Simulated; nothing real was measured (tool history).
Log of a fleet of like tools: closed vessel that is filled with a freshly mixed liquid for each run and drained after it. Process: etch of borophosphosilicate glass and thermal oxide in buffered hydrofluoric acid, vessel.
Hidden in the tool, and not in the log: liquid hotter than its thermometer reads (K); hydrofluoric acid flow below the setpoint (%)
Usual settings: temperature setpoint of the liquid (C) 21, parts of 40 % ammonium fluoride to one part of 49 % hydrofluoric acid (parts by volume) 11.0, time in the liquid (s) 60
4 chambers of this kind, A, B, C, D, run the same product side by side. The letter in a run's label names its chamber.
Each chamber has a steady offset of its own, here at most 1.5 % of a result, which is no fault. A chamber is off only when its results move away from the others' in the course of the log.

run   hour  temperature setpoint of the liquid (C)  parts of 40 % ammonium fluoride to one part of 49 % hydrofluoric acid (parts by volume)  time in the liquid (s)  hours since the thermometer was replaced  hours since the hydrofluoric acid flow meter was replaced  read-back film thickness of the borophosphosilicate glass reference wafer, read on the same gauge (nm)  read-back film thickness of the thermal oxide reference wafer, read on the same gauge (nm)  thickness taken off the borophosphosilicate glass on a monitor wafer (Å)  thickness taken off the thermal oxide on a monitor wafer (Å)
 1B    5.0                                      21                                                                                     11.0                      60                                     511.6                                                      144.4                                                                                                  30.008                                                                                      29.987                                                                   1069.00                                                        514.65
 2D   12.3                                      21                                                                                     11.0                      60                                     567.6                                                      318.3                                                                                                  30.049                                                                                      29.982                                                                   1082.00                                                        518.97
 3A   21.7                                      21                                                                                     11.0                      60                                    1326.0                                                      362.0                                                                                                  29.991                                                                                      30.040                                                                   1080.80                                                        517.54
 4C   27.3                                      21                                                                                     11.0                      60                                    2261.5                                                      119.4                                                                                                  30.028                                                                                      29.993                                                                   1080.50                                                        518.03
 5D   32.4                                      21                                                                                      9.5                      60                                     587.7                                                      338.4                                                                                                  29.989                                                                                      29.994                                                                   1213.10                                                        586.13
 6A   41.5                                      21                                                                                      9.5                      60                                    1345.8                                                      381.8                                                                                                  29.969                                                                                      30.007                                                                   1227.70                                                        585.09
 7B   48.2                                      21                                                                                      9.5                      60                                     554.8                                                      187.6                                                                                                  30.021                                                                                      30.006                                                                   1212.80                                                        584.80
 8C   56.5                                      21                                                                                      9.5                      60                                    2290.7                                                      148.6                                                                                                  30.030                                                                                      29.983                                                                   1197.60                                                        586.04
 9A   61.1                                      21                                                                                     11.0                      60                                    1365.4                                                      401.4                                                                                                  29.983                                                                                      29.994                                                                   1074.90                                                        513.18
10B   67.4                                      21                                                                                     11.0                      60                                     574.0                                                      206.8                                                                                                  30.008                                                                                      29.972                                                                   1074.20                                                        516.00
11D   76.5                                      21                                                                                     11.0                      60                                     631.8                                                      382.5                                                                                                  30.035                                                                                      29.994                                                                   1063.80                                                        515.19
12C   85.7                                      21                                                                                     11.0                      60                                    2319.9                                                      177.8                                                                                                  30.036                                                                                      30.012                                                                   1079.00                                                        512.96
13B   92.6                                      21                                                                                     11.0                      60                                     599.2                                                      232.0                                                                                                  29.993                                                                                      30.014                                                                   1081.00                                                        515.61
14A   99.8                                      21                                                                                     11.0                      60                                    1404.1                                                      440.1                                                                                                  30.012                                                                                      30.010                                                                   1067.20                                                        518.97
15C  106.5                                      21                                                                                     11.0                      60                                    2340.7                                                      198.6                                                                                                  30.004                                                                                      29.981                                                                   1061.60                                                        516.73
16D  112.4                                      21                                                                                     11.0                      60                                     667.7                                                      418.4                                                                                                  29.980                                                                                      29.998                                                                   1083.00                                                        521.01
17D  118.8                                      21                                                                                     11.0                      60                                     674.1                                                      424.8                                                                                                  30.028                                                                                      29.995                                                                   1055.30                                                        515.58
18A  127.6                                      21                                                                                     11.0                      60                                    1431.9                                                      467.9                                                                                                  29.991                                                                                      29.990                                                                   1080.00                                                        513.46
19C  133.9                                      21                                                                                     11.0                      60                                    2368.1                                                      226.0                                                                                                  29.935                                                                                      29.977                                                                   1078.60                                                        510.60
20B  138.3                                      21                                                                                     11.0                      60                                     644.9                                                      277.7                                                                                                  30.005                                                                                      30.014                                                                   1067.50                                                        513.12
21B  144.2                                      21                                                                                     11.0                      60                                     650.8                                                      283.6                                                                                                  29.960                                                                                      29.970                                                                   1086.90                                                        518.27
22C  152.0                                      21                                                                                     13.5                      60                                    2386.2                                                      244.1                                                                                                  30.002                                                                                      30.005                                                                    867.36                                                        417.19
23A  160.9                                      21                                                                                     13.5                      60                                    1465.2                                                      501.2                                                                                                  30.041                                                                                      30.002                                                                    878.45                                                        421.70
24D  169.2                                      21                                                                                     13.5                      60                                     724.5                                                      475.2                                                                                                  29.962                                                                                      30.015                                                                    860.58                                                        424.85
25B  175.4                                      21                                                                                     13.5                      60                                     682.0                                                      314.8                                                                                                  29.986                                                                                      30.004                                                                    884.07                                                        417.10
26A  182.5                                      21                                                                                     11.0                      60                                    1486.8                                                      522.8                                                                                                  29.983                                                                                      30.032                                                                   1081.50                                                        514.01
     185.0  -- chamber C: thermometer replaced
27D  189.7                                      21                                                                                     11.0                      60                                     745.0                                                      495.7                                                                                                  29.986                                                                                      29.979                                                                   1076.00                                                        519.85
     191.1  -- chamber A: hydrofluoric acid flow meter replaced
28C  196.6                                      21                                                                                     11.0                      60                                      11.7                                                      288.7                                                                                                  30.031                                                                                      30.022                                                                   1080.90                                                        510.29
29D  203.2                                      21                                                                                     11.0                      60                                     758.5                                                      509.2                                                                                                  30.011                                                                                      30.007                                                                   1076.80                                                        520.85
30A  210.1                                      17                                                                                     11.0                      60                                    1514.4                                                       19.0                                                                                                  30.005                                                                                      30.011                                                                    858.25                                                        406.91
31B  216.5                                      17                                                                                     11.0                      60                                     723.1                                                      355.9                                                                                                  30.005                                                                                      29.997                                                                    852.10                                                        407.87
32C  222.5                                      17                                                                                     11.0                      60                                      37.6                                                      314.6                                                                                                  29.984                                                                                      30.009                                                                    857.02                                                        404.70
33C  231.6                                      17                                                                                     11.0                      60                                      46.7                                                      323.7                                                                                                  29.964                                                                                      30.043                                                                    848.29                                                        407.53
34A  236.9                                      21                                                                                     11.0                      80                                    1541.2                                                       45.8                                                                                                  29.969                                                                                      29.997                                                                   1427.40                                                        684.91
35B  241.2                                      21                                                                                     11.0                      80                                     747.8                                                      380.6                                                                                                  29.989                                                                                      29.985                                                                   1432.50                                                        694.40
36D  249.2                                      21                                                                                     11.0                      80                                     804.5                                                      555.2                                                                                                  30.013                                                                                      30.023                                                                   1412.30                                                        692.81
37A  256.2                                      21                                                                                     11.0                      80                                    1560.5                                                       65.1                                                                                                  30.016                                                                                      30.000                                                                   1422.70                                                        697.43
38C  261.1                                      21                                                                                     11.0                      60                                      76.2                                                      353.2                                                                                                  29.987                                                                                      30.000                                                                   1066.40                                                        512.73
39B  268.2                                      21                                                                                     11.0                      60                                     774.8                                                      407.6                                                                                                  30.004                                                                                      30.007                                                                   1074.00                                                        516.83
40D  276.6                                      21                                                                                     11.0                      60                                     831.9                                                      582.6                                                                                                  29.990                                                                                      30.022                                                                   1072.50                                                        517.01
41A  282.3                                      21                                                                                     11.0                      60                                    1586.6                                                       91.2                                                                                                  30.004                                                                                      29.999                                                                   1090.30                                                        510.24
42C  288.5                                      21                                                                                     11.0                      60                                     103.6                                                      380.6                                                                                                  30.006                                                                                      29.990                                                                   1062.20                                                        517.24

Next, every chamber runs the same settings. What will each give?
43A  295.3                                      21                                                                                     14.0                      60                                                                                                                                                                                                                                                                                                                                                                                  ?                                                             ?
43B  295.3                                      21                                                                                     14.0                      60                                                                                                                                                                                                                                                                                                                                                                                  ?                                                             ?
43C  295.3                                      21                                                                                     14.0                      60                                                                                                                                                                                                                                                                                                                                                                                  ?                                                             ?
43D  295.3                                      21                                                                                     14.0                      60                                                                                                                                                                                                                                                                                                                                                                                  ?                                                             ?

run  thickness taken off the borophosphosilicate glass on a monitor wafer (Å)  thickness taken off the thermal oxide on a monitor wafer (Å)
43A                                                                    851.26                                                        407.73
43B                                                                    832.30                                                        402.23
43C                                                                    835.95                                                        403.51
43D                                                                    849.31                                                        406.36
